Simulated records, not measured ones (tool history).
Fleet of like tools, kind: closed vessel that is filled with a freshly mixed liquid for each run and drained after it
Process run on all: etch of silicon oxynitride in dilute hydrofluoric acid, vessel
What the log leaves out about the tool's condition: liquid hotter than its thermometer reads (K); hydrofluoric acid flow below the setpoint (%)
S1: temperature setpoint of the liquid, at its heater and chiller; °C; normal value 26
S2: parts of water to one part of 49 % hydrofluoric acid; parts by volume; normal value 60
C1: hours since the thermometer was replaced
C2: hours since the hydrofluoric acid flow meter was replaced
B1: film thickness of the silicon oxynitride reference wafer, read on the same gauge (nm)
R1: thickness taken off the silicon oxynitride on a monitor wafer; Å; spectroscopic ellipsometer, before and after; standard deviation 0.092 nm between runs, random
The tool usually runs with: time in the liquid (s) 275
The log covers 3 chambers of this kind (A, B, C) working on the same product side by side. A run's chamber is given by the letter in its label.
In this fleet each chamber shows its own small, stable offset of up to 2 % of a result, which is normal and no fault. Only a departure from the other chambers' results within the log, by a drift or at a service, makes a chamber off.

Run 1B, day 0.533: usual settings; C1 463.9; C2 1212.9; B1 40.018. Result: R1 112.61 Å.
Run 2C, day 1.062: usual settings; C1 242.9; C2 1342.3; B1 39.978. Result: R1 112.73 Å.
Run 3A, day 1.488: usual settings; C1 180.8; C2 1122.5; B1 39.988. Result: R1 112.07 Å.
Run 4A, day 1.879: usual settings; C1 190.2; C2 1131.9; B1 39.994. Result: R1 110.94 Å.
Run 5B, day 2.404: usual settings; C1 508.8; C2 1257.8; B1 40.012. Result: R1 113.31 Å.
Run 6C, day 2.846: usual settings but S1 23 °C, time in the liquid (s) 355; C1 285.7; C2 1385.1; B1 39.996. Result: R1 124.79 Å.
Run 7C, day 3.2: usual settings but S1 23 °C, time in the liquid (s) 355; C1 294.2; C2 1393.6; B1 40.03. Result: R1 124.13 Å.
Run 8B, day 3.733: usual settings but S1 23 °C, time in the liquid (s) 355; C1 540.7; C2 1289.7; B1 39.989. Result: R1 125.08 Å.
Run 9A, day 4.183: usual settings; C1 245.5; C2 1187.2; B1 40.004. Result: R1 113.7 Å.
Run 10B, day 4.596: usual settings but S1 22.5 °C, time in the liquid (s) 125; C1 561.4; C2 1310.4; B1 39.98. Result: R1 43.639 Å.
Run 11C, day 4.996: usual settings but S1 22.5 °C, time in the liquid (s) 125; C1 337.3; C2 1436.7; B1 40. Result: R1 42.709 Å.
Run 12A, day 5.417: usual settings but S1 22.5 °C, time in the liquid (s) 125; C1 275.1; C2 1216.8; B1 40.007. Result: R1 43.727 Å.
Run 13C, day 5.842: usual settings; C1 357.6; C2 1457; B1 40. Result: R1 112.5 Å.
Run 14A, day 6.246: usual settings; C1 295; C2 1236.7; B1 39.98. Result: R1 112.09 Å.
Run 15B, day 6.742: usual settings; C1 612.9; C2 1361.9; B1 39.98. Result: R1 115.6 Å.
Run 16C, day 7.083: usual settings but S1 28.5 °C, time in the liquid (s) 200; C1 387.4; C2 1486.8; B1 40.023. Result: R1 90.707 Å.
Run 17A, day 7.358: usual settings but S1 28.5 °C, time in the liquid (s) 200; C1 321.7; C2 1263.4; B1 40.039. Result: R1 91.671 Å.
Run 18B, day 7.721: usual settings but S1 28.5 °C, time in the liquid (s) 200; C1 636.4; C2 1385.4; B1 40.016. Result: R1 92.548 Å.
Run 19A, day 8.171: usual settings; C1 341.2; C2 1282.9; B1 40.019. Result: R1 111.84 Å.
Run 20C, day 8.692: usual settings; C1 426; C2 1525.4; B1 39.994. Result: R1 111.9 Å.
Run 21B, day 9.083: usual settings; C1 669.1; C2 1418.1; B1 40.012. Result: R1 117.15 Å.
Run 22A, day 9.562: usual settings; C1 374.6; C2 1316.3; B1 40.016. Result: R1 111.45 Å.
At day 9.925: chamber B: hydrofluoric acid flow meter replaced.
Run 23B, day 10.117: usual settings; C1 693.9; C2 4.6; B1 39.969. Result: R1 115.53 Å.
Run 24C, day 10.679: usual settings; C1 473.7; C2 1573.1; B1 40.008. Result: R1 111.84 Å.
Run 25A, day 10.967: usual settings; C1 408.3; C2 1350; B1 39.998. Result: R1 111.6 Å.
Run 26C, day 11.538: usual settings; C1 494.3; C2 1593.7; B1 40.026. Result: R1 112.88 Å.
Run 27B, day 11.896: usual settings but time in the liquid (s) 205; C1 736.6; C2 47.3; B1 39.955. Result: R1 89.452 Å.
Run 28C, day 12.15: usual settings but time in the liquid (s) 205; C1 509; C2 1608.4; B1 39.945. Result: R1 82.947 Å.
Run 29A, day 12.692: usual settings but time in the liquid (s) 205; C1 449.7; C2 1391.4; B1 39.978. Result: R1 82.219 Å.
Run 30B, day 13.092: usual settings; C1 765.3; C2 76; B1 40.031. Result: R1 119.71 Å.
Run 31C, day 13.462: usual settings; C1 540.5; C2 1639.9; B1 39.972. Result: R1 111.17 Å.
Run 32A, day 13.833: usual settings; C1 477.1; C2 1418.8; B1 39.992. Result: R1 112.78 Å.
Run 33B, day 14.325: usual settings; C1 794.9; C2 105.6; B1 39.984. Result: R1 120.39 Å.
Run 34B, day 14.804: usual settings; C1 806.4; C2 117.1; B1 40.049. Result: R1 119.99 Å.
Run 35A, day 15.079: usual settings; C1 507; C2 1448.7; B1 39.983. Result: R1 111.58 Å.
Run 36C, day 15.604: usual settings but S2 35 parts by volume; C1 591.9; C2 1691.3; B1 39.952. Result: R1 197.17 Å.
At day 16.046: chamber C: thermometer replaced.
Run 37A, day 16.104: usual settings but S2 35 parts by volume; C1 531.6; C2 1473.3; B1 39.962. Result: R1 197.28 Å.
Run 38C, day 16.496: usual settings but S2 35 parts by volume; C1 10.9; C2 1712.7; B1 40.002. Result: R1 195.14 Å.
Run 39B, day 17.058: usual settings; C1 860.5; C2 171.2; B1 39.953. Result: R1 121.44 Å.
Run 40B, day 17.454: usual settings; C1 870; C2 180.7; B1 40.007. Result: R1 119.52 Å.

For the next run the whole fleet of 3 chambers uses the same settings. Give each chamber's results:
Run 41A, day 17.862: usual settings but S1 24 °C. Result: R1 ?.
Run 41B, day 17.862: usual settings but S1 24 °C. Result: R1 ?.
Run 41C, day 17.862: usual settings but S1 24 °C. Result: R1 ?.

run      R1
41A  100.97
41B  111.27
41C  101.56

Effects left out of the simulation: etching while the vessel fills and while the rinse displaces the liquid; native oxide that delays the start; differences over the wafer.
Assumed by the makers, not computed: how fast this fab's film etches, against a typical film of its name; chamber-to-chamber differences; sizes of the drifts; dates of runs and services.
